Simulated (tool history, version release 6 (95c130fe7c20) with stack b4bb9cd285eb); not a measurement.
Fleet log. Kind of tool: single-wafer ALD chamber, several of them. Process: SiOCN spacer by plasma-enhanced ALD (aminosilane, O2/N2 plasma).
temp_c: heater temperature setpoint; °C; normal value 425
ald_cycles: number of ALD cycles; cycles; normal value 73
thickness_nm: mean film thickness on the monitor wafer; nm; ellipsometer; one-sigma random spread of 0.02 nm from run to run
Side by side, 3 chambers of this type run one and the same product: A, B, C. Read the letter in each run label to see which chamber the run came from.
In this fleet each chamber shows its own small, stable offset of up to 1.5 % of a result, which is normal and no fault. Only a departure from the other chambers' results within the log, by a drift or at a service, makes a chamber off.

run    day  temp_c  ald_cycles  read-back reference wafer on the same gauge, thickness_nm  thickness_nm
 1B  0.221     425          73                                                     4.7738        4.1259
 2A  0.362     425          73                                                     4.7663         4.051
 3C  0.633     425          73                                                     4.7779        4.1317
 4B  0.871     425          73                                                     4.7742        4.0809
 5A  1.033     425          73                                                     4.7744        4.0777
 6C  1.208     425          73                                                     4.7726        4.1205
 7C  1.346     425          73                                                     4.7666         4.074
 8B  1.521     425          73                                                     4.7713        4.1555
 9A  1.796     425          79                                                     4.7746        4.3956
10C  2.033     425          79                                                     4.7652        4.3886
11B  2.308     425          79                                                     4.7661        4.4947
12A  2.475     425          73                                                     4.7709        4.0727
13C   2.65     425          73                                                     4.7686        4.0898
14A  2.917     425          73                                                     4.7662        4.0806
15B  3.079     425          73                                                     4.7632        4.1469
16B  3.333     411          85                                                     4.7668          5.06
17C  3.521     411          85                                                      4.774        4.9779
18A  3.646     411          85                                                     4.7694         4.931
19B  3.879     425          73                                                     4.7727        4.1265
20C  4.054     438          62                                                     4.7706        3.3467
21A  4.262     438          62                                                      4.765         3.323
22B  4.433     438          62                                                     4.7701        3.3528
23A  4.583     425          73                                                     4.7646        4.0993
24C  4.746     425          73                                                     4.7676        4.0761
25A  4.971     425          73                                                     4.7691        4.0748
26B  5.162     425          73                                                      4.773        4.1164
27C  5.396     425          87                                                     4.7659        4.9057
28A  5.583     425          87                                                     4.7695        4.8536
29C   5.75     425          87                                                      4.764        4.9386
30B  5.983     415          85                                                     4.7664        4.9513
31C  6.129     415          85                                                     4.7677        4.9464
32A  6.375     415          85                                                     4.7697          4.86
33B  6.508     425          73                                                     4.7714        4.0869
34C  6.683     425          73                                                     4.7684        4.0997
35A  6.867     425          73                                                     4.7671        4.0941
36B  7.071     425          73                                                     4.7686        4.1233
37C  7.212     425          73                                                      4.771        4.0715
38B  7.425     425          73                                                      4.769        4.1201

Read the log: is a single chamber off, either drifting away or since a service, is the gauge that measures every chamber drifting, or is nothing wrong beyond small per-chamber offsets? Name any odd chamber and what most likely caused it.

Nothing is wrong: each chamber keeps only its own small, steady offset and the gauge holds still.

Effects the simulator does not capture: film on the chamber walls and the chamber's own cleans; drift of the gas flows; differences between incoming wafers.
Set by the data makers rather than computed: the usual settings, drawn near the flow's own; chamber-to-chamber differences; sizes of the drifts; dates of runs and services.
